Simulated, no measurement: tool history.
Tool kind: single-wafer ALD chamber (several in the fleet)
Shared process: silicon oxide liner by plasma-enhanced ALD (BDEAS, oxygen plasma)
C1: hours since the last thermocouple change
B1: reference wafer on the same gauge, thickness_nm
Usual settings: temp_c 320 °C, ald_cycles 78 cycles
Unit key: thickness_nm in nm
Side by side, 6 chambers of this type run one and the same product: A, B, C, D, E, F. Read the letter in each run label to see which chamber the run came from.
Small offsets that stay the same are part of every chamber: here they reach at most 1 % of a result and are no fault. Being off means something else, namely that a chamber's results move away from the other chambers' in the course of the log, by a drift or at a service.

Run 1F, day 0.467: usual settings; C1 1150.9; B1 6.5099. Result: thickness_nm 7.0087 nm.
Run 2B, day 0.796: usual settings; C1 1421.8; B1 6.5099. Result: thickness_nm 7.0678 nm.
Run 3D, day 1.317: usual settings; C1 554.4; B1 6.5111. Result: thickness_nm 7.0426 nm.
Run 4A, day 1.821: usual settings; C1 585.7; B1 6.5133. Result: thickness_nm 7.0521 nm.
Run 5C, day 2.125: usual settings; C1 2666.2; B1 6.5142. Result: thickness_nm 7.1144 nm.
Run 6E, day 2.433: usual settings but temp_c 311 °C; C1 1521; B1 6.5168. Result: thickness_nm 7.156 nm.
Run 7C, day 2.788: usual settings but temp_c 311 °C; C1 2682.1; B1 6.5132. Result: thickness_nm 7.1857 nm.
At day 3.192: chamber C: thermocouple changed; heater temperature recalibrated.
Run 8E, day 3.221: usual settings but temp_c 311 °C; C1 1539.9; B1 6.5162. Result: thickness_nm 7.1662 nm.
Run 9B, day 3.758: usual settings but temp_c 311 °C; C1 1492.9; B1 6.5158. Result: thickness_nm 7.1669 nm.
Run 10F, day 4.325: usual settings but temp_c 311 °C; C1 1243.5; B1 6.5164. Result: thickness_nm 7.1106 nm.
Run 11D, day 4.646: usual settings but temp_c 311 °C; C1 634.3; B1 6.5179. Result: thickness_nm 7.1329 nm.
Run 12A, day 5.162: usual settings; C1 665.9; B1 6.5173. Result: thickness_nm 7.0604 nm.
Run 13C, day 5.717: usual settings; C1 60.7; B1 6.5205. Result: thickness_nm 7.1061 nm.
Run 14A, day 6.021: usual settings; C1 686.5; B1 6.5205. Result: thickness_nm 7.0567 nm.
Run 15F, day 6.554: usual settings; C1 1297; B1 6.5209. Result: thickness_nm 7.0157 nm.
Run 16B, day 6.996: usual settings; C1 1570.6; B1 6.5213. Result: thickness_nm 7.0859 nm.
Run 17E, day 7.304: usual settings; C1 1637.9; B1 6.5209. Result: thickness_nm 7.0753 nm.
Run 18D, day 7.621: usual settings; C1 705.7; B1 6.5216. Result: thickness_nm 7.0523 nm.
Run 19F, day 8.054: usual settings; C1 1333; B1 6.522. Result: thickness_nm 7.0272 nm.
Run 20A, day 8.346: usual settings; C1 742.3; B1 6.5232. Result: thickness_nm 7.0657 nm.
Run 21E, day 8.796: usual settings; C1 1673.7; B1 6.5243. Result: thickness_nm 7.0689 nm.
Run 22D, day 9.258: usual settings; C1 745; B1 6.5246. Result: thickness_nm 7.0533 nm.
Run 23B, day 9.758: usual settings; C1 1636.9; B1 6.5252. Result: thickness_nm 7.0983 nm.
Run 24C, day 10.3: usual settings; C1 170.7; B1 6.5279. Result: thickness_nm 7.118 nm.
Run 25B, day 10.562: usual settings; C1 1656.2; B1 6.528. Result: thickness_nm 7.0874 nm.
Run 26D, day 10.85: usual settings but ald_cycles 68 cycles; C1 783.2; B1 6.5271. Result: thickness_nm 6.1523 nm.
Run 27C, day 11.142: usual settings but ald_cycles 68 cycles; C1 190.9; B1 6.5276. Result: thickness_nm 6.1994 nm.
Run 28F, day 11.642: usual settings but ald_cycles 68 cycles; C1 1419.1; B1 6.5295. Result: thickness_nm 6.1222 nm.
Run 29E, day 11.979: usual settings but ald_cycles 68 cycles; C1 1750.1; B1 6.5303. Result: thickness_nm 6.1738 nm.
Run 30A, day 12.4: usual settings but ald_cycles 68 cycles; C1 839.6; B1 6.5289. Result: thickness_nm 6.1637 nm.
Run 31E, day 12.958: usual settings but ald_cycles 68 cycles; C1 1773.6; B1 6.5334. Result: thickness_nm 6.1783 nm.
Run 32F, day 13.554: usual settings; C1 1465; B1 6.5318. Result: thickness_nm 7.0247 nm.
Run 33A, day 13.933: usual settings; C1 876.4; B1 6.5315. Result: thickness_nm 7.0612 nm.
Run 34C, day 14.333: usual settings; C1 267.5; B1 6.5324. Result: thickness_nm 7.1181 nm.
Run 35D, day 14.625: usual settings; C1 873.8; B1 6.5338. Result: thickness_nm 7.059 nm.
Run 36B, day 15.071: usual settings; C1 1764.4; B1 6.5347. Result: thickness_nm 7.0993 nm.
Run 37D, day 15.392: usual settings; C1 892.2; B1 6.5358. Result: thickness_nm 7.0585 nm.
Run 38F, day 15.883: usual settings but temp_c 330 °C, ald_cycles 84 cycles; C1 1520.9; B1 6.5347. Result: thickness_nm 7.4593 nm.
Run 39A, day 16.254: usual settings but temp_c 330 °C, ald_cycles 84 cycles; C1 932.1; B1 6.5355. Result: thickness_nm 7.515 nm.
Run 40C, day 16.796: usual settings but temp_c 330 °C, ald_cycles 84 cycles; C1 326.6; B1 6.5373. Result: thickness_nm 7.5646 nm.

For the next run the whole fleet of 6 chambers uses the same settings. Give each chamber's results:
Run 41A, day 17.221: usual settings. Result: thickness_nm ?.
Run 41B, day 17.221: usual settings. Result: thickness_nm ?.
Run 41C, day 17.221: usual settings. Result: thickness_nm ?.
Run 41D, day 17.221: usual settings. Result: thickness_nm ?.
Run 41E, day 17.221: usual settings. Result: thickness_nm ?.
Run 41F, day 17.221: usual settings. Result: thickness_nm ?.

run  thickness_nm
41A        7.0747
41B        7.0984
41C        7.1327
41D        7.0557
41E        7.0913
41F        7.0453
